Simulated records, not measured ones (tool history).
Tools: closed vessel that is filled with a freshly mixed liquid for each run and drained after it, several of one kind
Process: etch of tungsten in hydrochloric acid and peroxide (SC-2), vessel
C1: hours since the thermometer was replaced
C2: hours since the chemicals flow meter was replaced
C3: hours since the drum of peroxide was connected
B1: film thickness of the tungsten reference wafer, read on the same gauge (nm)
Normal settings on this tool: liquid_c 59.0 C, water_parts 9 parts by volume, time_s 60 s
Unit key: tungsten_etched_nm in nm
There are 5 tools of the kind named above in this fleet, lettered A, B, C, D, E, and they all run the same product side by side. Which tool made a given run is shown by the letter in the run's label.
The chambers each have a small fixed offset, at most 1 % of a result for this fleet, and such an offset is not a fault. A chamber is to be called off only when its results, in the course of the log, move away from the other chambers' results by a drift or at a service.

Run 1E, hour 9.0: usual settings; C1 488.3; C2 1339.1; C3 463.9; B1 150.00. Result: tungsten_etched_nm 44.211 nm.
Run 2A, hour 19.6: usual settings; C1 1035.4; C2 1879.0; C3 106.8; B1 149.97. Result: tungsten_etched_nm 45.092 nm.
Run 3B, hour 26.8: usual settings; C1 227.1; C2 2221.7; C3 304.6; B1 149.99. Result: tungsten_etched_nm 44.127 nm.
Run 4D, hour 34.3: usual settings; C1 2399.6; C2 1888.5; C3 866.5; B1 150.01. Result: tungsten_etched_nm 44.268 nm.
Run 5C, hour 45.9: usual settings; C1 774.0; C2 587.8; C3 147.8; B1 149.98. Result: tungsten_etched_nm 43.612 nm.
Run 6C, hour 56.0: usual settings; C1 784.1; C2 597.9; C3 157.9; B1 149.99. Result: tungsten_etched_nm 44.029 nm.
Run 7B, hour 63.5: usual settings; C1 263.8; C2 2258.4; C3 341.3; B1 149.99. Result: tungsten_etched_nm 44.092 nm.
Run 8A, hour 71.6: usual settings; C1 1087.4; C2 1931.0; C3 158.8; B1 150.01. Result: tungsten_etched_nm 44.166 nm.
Run 9D, hour 78.7: usual settings; C1 2444.0; C2 1932.9; C3 910.9; B1 150.01. Result: tungsten_etched_nm 43.938 nm.
Run 10E, hour 88.5: usual settings; C1 567.8; C2 1418.6; C3 543.4; B1 149.98. Result: tungsten_etched_nm 44.501 nm.
Run 11A, hour 97.5: usual settings; C1 1113.3; C2 1956.9; C3 184.7; B1 149.99. Result: tungsten_etched_nm 44.548 nm.
At hour 97.6: chamber D: new drum of peroxide connected.
Run 12E, hour 107.2: usual settings; C1 586.5; C2 1437.3; C3 562.1; B1 150.00. Result: tungsten_etched_nm 44.181 nm.
Run 13D, hour 118.9: usual settings but liquid_c 50.5 C; C1 2484.2; C2 1973.1; C3 21.3; B1 150.01. Result: tungsten_etched_nm 25.407 nm.
Run 14C, hour 128.1: usual settings but liquid_c 50.5 C; C1 856.2; C2 670.0; C3 230.0; B1 150.02. Result: tungsten_etched_nm 25.350 nm.
Run 15B, hour 139.2: usual settings but liquid_c 50.5 C; C1 339.5; C2 2334.1; C3 417.0; B1 150.03. Result: tungsten_etched_nm 25.579 nm.
Run 16C, hour 148.3: usual settings but liquid_c 50.5 C; C1 876.4; C2 690.2; C3 250.2; B1 149.98. Result: tungsten_etched_nm 25.274 nm.
Run 17D, hour 157.0: usual settings but liquid_c 50.5 C; C1 2522.3; C2 2011.2; C3 59.4; B1 150.01. Result: tungsten_etched_nm 25.578 nm.
Run 18B, hour 165.7: usual settings; C1 366.0; C2 2360.6; C3 443.5; B1 149.98. Result: tungsten_etched_nm 44.012 nm.
Run 19E, hour 174.7: usual settings; C1 654.0; C2 1504.8; C3 629.6; B1 149.99. Result: tungsten_etched_nm 45.206 nm.
Run 20A, hour 180.7: usual settings; C1 1196.5; C2 2040.1; C3 267.9; B1 150.00. Result: tungsten_etched_nm 44.123 nm.
Run 21B, hour 188.7: usual settings; C1 389.0; C2 2383.6; C3 466.5; B1 150.01. Result: tungsten_etched_nm 44.237 nm.
Run 22A, hour 199.2: usual settings; C1 1215.0; C2 2058.6; C3 286.4; B1 149.99. Result: tungsten_etched_nm 44.510 nm.
Run 23D, hour 206.5: usual settings; C1 2571.8; C2 2060.7; C3 108.9; B1 150.00. Result: tungsten_etched_nm 44.221 nm.
Run 24E, hour 213.2: usual settings; C1 692.5; C2 1543.3; C3 668.1; B1 149.99. Result: tungsten_etched_nm 45.319 nm.
Run 25C, hour 219.0: usual settings; C1 947.1; C2 760.9; C3 320.9; B1 150.01. Result: tungsten_etched_nm 44.339 nm.
Run 26E, hour 226.0: usual settings; C1 705.3; C2 1556.1; C3 680.9; B1 149.98. Result: tungsten_etched_nm 45.514 nm.
Run 27C, hour 237.9: usual settings; C1 966.0; C2 779.8; C3 339.8; B1 150.00. Result: tungsten_etched_nm 43.950 nm.
At hour 240.2: chamber A: chemicals flow meter replaced.
Run 28A, hour 250.5: usual settings; C1 1266.3; C2 10.4; C3 337.7; B1 150.01. Result: tungsten_etched_nm 44.529 nm.
Run 29D, hour 259.6: usual settings; C1 2624.9; C2 2113.8; C3 162.0; B1 150.01. Result: tungsten_etched_nm 44.068 nm.
Run 30B, hour 269.3: usual settings; C1 469.6; C2 2464.2; C3 547.1; B1 150.00. Result: tungsten_etched_nm 44.663 nm.
Run 31B, hour 276.1: usual settings; C1 476.4; C2 2471.0; C3 553.9; B1 149.99. Result: tungsten_etched_nm 44.766 nm.
Run 32C, hour 288.2: usual settings; C1 1016.3; C2 830.1; C3 390.1; B1 150.01. Result: tungsten_etched_nm 43.777 nm.
Run 33A, hour 300.5: usual settings; C1 1316.3; C2 60.4; C3 387.7; B1 150.01. Result: tungsten_etched_nm 44.189 nm.
Run 34D, hour 307.9: usual settings; C1 2673.2; C2 2162.1; C3 210.3; B1 150.00. Result: tungsten_etched_nm 43.905 nm.
Run 35E, hour 320.0: usual settings; C1 799.3; C2 1650.1; C3 774.9; B1 150.03. Result: tungsten_etched_nm 47.107 nm.
Run 36A, hour 330.9: usual settings; C1 1346.7; C2 90.8; C3 418.1; B1 150.00. Result: tungsten_etched_nm 44.200 nm.
Run 37D, hour 339.8: usual settings but liquid_c 65.0 C, time_s 30 s; C1 2705.1; C2 2194.0; C3 242.2; B1 150.03. Result: tungsten_etched_nm 31.913 nm.
Run 38E, hour 346.1: usual settings but liquid_c 65.0 C, time_s 30 s; C1 825.4; C2 1676.2; C3 801.0; B1 150.00. Result: tungsten_etched_nm 33.998 nm.
Run 39C, hour 355.4: usual settings but liquid_c 65.0 C, time_s 30 s; C1 1083.5; C2 897.3; C3 457.3; B1 150.02. Result: tungsten_etched_nm 31.844 nm.

Is one chamber out of step, is the gauge drifting, or do the chambers differ by no more than their own small offsets? For an off chamber, give its letter and the likeliest cause.

Chamber E drifts away from the others.
Most likely cause: chemicals flow above the setpoint (%) = 9.39.
Not necessarily distinguishable in this log from: liquid hotter than its thermometer reads (K).

Below are 4 candidate recipes for chamber E's next run, each the usual settings with a change, their results shown as question marks. Which of them brings E's results back in line with what the other chambers give on the usual settings?
To be in line, a result may differ from the other chambers' mean on the usual settings by at most: tungsten_etched_nm 0.900 nm
Run 40E-1, hour 365.0: usual settings but water_parts 7.5 parts by volume. Result: tungsten_etched_nm ?.
Run 40E-2, hour 365.0: usual settings but liquid_c 58.0 C. Result: tungsten_etched_nm ?.
Run 40E-3, hour 365.0: usual settings but liquid_c 58.0 C, time_s 55 s. Result: tungsten_etched_nm ?.
Run 40E-4, hour 365.0: usual settings but liquid_c 60.0 C. Result: tungsten_etched_nm ?.

Other chambers, usual settings, mean: tungsten_etched_nm 44.221 nm
  run  tungsten_etched_nm
40E-1              54.618
40E-2              44.445
40E-3              40.741
40E-4              50.361
40E-2 is the one that brings the chamber's results back in line with the other chambers.

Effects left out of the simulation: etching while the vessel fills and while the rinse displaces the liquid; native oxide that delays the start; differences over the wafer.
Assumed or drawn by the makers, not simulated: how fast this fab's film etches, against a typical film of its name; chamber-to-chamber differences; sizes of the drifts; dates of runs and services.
